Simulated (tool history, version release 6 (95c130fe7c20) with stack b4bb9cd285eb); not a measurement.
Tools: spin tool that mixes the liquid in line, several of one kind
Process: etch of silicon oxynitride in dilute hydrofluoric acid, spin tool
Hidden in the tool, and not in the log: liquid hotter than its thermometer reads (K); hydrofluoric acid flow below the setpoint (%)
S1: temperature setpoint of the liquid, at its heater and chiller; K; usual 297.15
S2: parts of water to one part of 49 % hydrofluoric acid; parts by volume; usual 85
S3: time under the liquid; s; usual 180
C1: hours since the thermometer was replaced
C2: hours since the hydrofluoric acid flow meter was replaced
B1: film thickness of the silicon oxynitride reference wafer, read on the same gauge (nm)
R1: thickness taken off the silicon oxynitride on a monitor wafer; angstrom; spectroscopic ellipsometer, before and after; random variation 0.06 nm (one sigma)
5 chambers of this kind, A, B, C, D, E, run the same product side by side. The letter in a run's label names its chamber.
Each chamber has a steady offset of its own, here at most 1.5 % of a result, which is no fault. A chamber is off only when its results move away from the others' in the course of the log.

run,day,S1,S2,S3,C1,C2,B1,R1
1D,0.479,297.15,85,180,569.1,1780.6,139.96,95.115
2B,0.775,297.15,85,180,522.8,988.2,140,94.93
3E,1.288,297.15,85,180,382.6,573.3,139.99,95.191
4A,1.867,297.15,85,180,1403.5,899.1,139.97,95.656
5C,2.162,297.15,100,180,71.4,345,139.99,79.77
6D,2.579,297.15,100,180,619.5,1831,140,79.127
7A,2.9,297.15,100,180,1428.3,923.9,140.03,80.439
8C,3.367,297.15,100,180,100.3,373.9,139.98,80.92
9E,3.683,297.15,100,180,440.1,630.8,139.97,79.996
10B,4.021,297.15,85,180,600.7,1066.1,140,95.787
11A,4.588,297.15,85,180,1468.8,964.4,139.99,95.576
# day 4.708: chamber B: hydrofluoric acid flow meter replaced
12B,4.875,299.15,45,180,621.2,4.1,140,206.98
13C,5.4,299.15,45,180,149.1,422.7,140,209.29
14E,5.838,299.15,45,180,491.8,682.5,139.99,206.98
15D,6.092,299.15,45,180,703.8,1915.3,139.99,204.93
16C,6.45,299.15,45,180,174.3,447.9,139.98,207.56
17A,6.775,297.15,85,180,1521.3,1016.9,140.02,96.603
# day 7.071: chamber B: thermometer replaced
18D,7.075,297.15,85,180,727.4,1938.9,140.02,93.367
19E,7.55,297.15,85,180,532.9,723.6,139.99,95.671
20B,8.033,297.15,85,145,23.1,79.9,139.99,76.559
21B,8.288,297.15,85,145,29.2,86,139.99,76.962
22E,8.562,297.15,85,145,557.2,747.9,140.02,76.484
23D,8.979,297.15,85,145,773.1,1984.6,139.99,75.898
24A,9.475,297.15,85,145,1586.1,1081.7,139.99,77.745
25C,10.058,297.15,85,180,260.9,534.5,139.99,96.244
26A,10.608,297.15,85,180,1613.3,1108.9,140.01,95.064
27D,11.175,297.15,85,180,825.8,2037.3,140,96.071
28E,11.438,297.15,85,180,626.2,816.9,140.01,94.991
29C,11.733,297.15,85,180,301.1,574.7,139.97,96.856
30B,12.204,297.15,85,180,123.2,180,139.99,97.072
31E,12.671,297.15,85,180,655.8,846.5,140.01,95.01

Is one chamber off against the others, does the gauge drift, or is nothing wrong? If a chamber is off, say which, and what the likeliest cause is.

No chamber stands off beyond its own small offset, and the gauge holds steady.

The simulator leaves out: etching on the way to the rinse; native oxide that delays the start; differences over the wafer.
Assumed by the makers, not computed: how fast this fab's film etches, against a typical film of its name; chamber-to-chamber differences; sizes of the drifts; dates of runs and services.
